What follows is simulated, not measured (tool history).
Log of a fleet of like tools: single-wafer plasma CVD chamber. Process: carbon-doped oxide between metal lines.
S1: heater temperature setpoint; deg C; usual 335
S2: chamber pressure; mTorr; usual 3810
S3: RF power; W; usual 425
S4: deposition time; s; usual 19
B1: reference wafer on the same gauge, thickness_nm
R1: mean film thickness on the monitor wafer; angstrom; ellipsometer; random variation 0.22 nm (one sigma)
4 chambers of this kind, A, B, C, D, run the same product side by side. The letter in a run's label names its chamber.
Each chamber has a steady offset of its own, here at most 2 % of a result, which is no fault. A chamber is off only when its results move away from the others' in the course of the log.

run   hour   S1    S2   S3  S4      B1      R1
 1A    7.4  335  3810  425  19  74.900  883.21
 2B   12.7  335  3810  425  19  74.936  878.16
 3C   19.7  335  3810  425  19  74.930  901.77
 4D   23.6  335  3810  425  19  74.898  892.94
      25.1  -- chamber A: capacitance manometer re-zeroed and calibrated
 5D   31.3  335  3810  425  19  74.909  889.82
 6A   35.5  335  3810  425  19  74.921  882.19
 7B   39.4  335  3810  425  19  74.945  878.25
 8C   47.5  335  3810  425  19  74.921  898.24
 9B   52.0  335  3810  425  19  74.855  875.50
10A   55.8  335  3810  425  19  74.870  886.52
11D   64.0  335  3810  425  19  74.884  889.82
12C   69.4  335  3810  425  19  74.913  896.65
13C   76.9  335  3810  425  19  74.876  897.43
14D   81.7  335  3810  425  19  74.920  889.94
15A   86.6  335  3810  425  19  74.879  882.80
16B   90.8  344  3810  425  19  74.942  853.29
17A   97.6  344  3810  425  19  74.939  855.62
     103.6  -- chamber B: RF generator calibrated
18B  103.9  344  3810  425  19  74.889  856.65
19C  112.1  344  3810  425  19  74.915  874.01
     114.1  -- chamber D: capacitance manometer re-zeroed and calibrated
20D  120.2  335  3810  425  19  74.909  889.99
21B  124.2  335  3810  425  19  74.914  876.54
22C  130.3  335  3810  425  19  74.916  898.29
23D  135.8  341  3810  505  19  74.864  986.99
24A  143.2  341  3810  505  19  74.884  961.92
25B  149.2  341  3810  505  19  74.928  967.98
26A  155.0  341  3810  505  19  74.950  963.78
27C  160.1  335  3810  425  19  74.898  903.36
28D  166.8  335  3410  425  19  74.874  879.92
29A  172.1  335  3410  425  19  74.879  860.39
30B  177.2  335  3410  425  19  74.905  866.88
31C  185.4  335  3410  425  19  74.928  887.78

Next, every chamber runs the same settings. What will each give?
32A  191.3  335  3810  425  19       ?
32B  191.3  335  3810  425  19       ?
32C  191.3  335  3810  425  19       ?
32D  191.3  335  3810  425  19       ?

run      R1
32A  865.82
32B  873.67
32C  896.92
32D  893.35
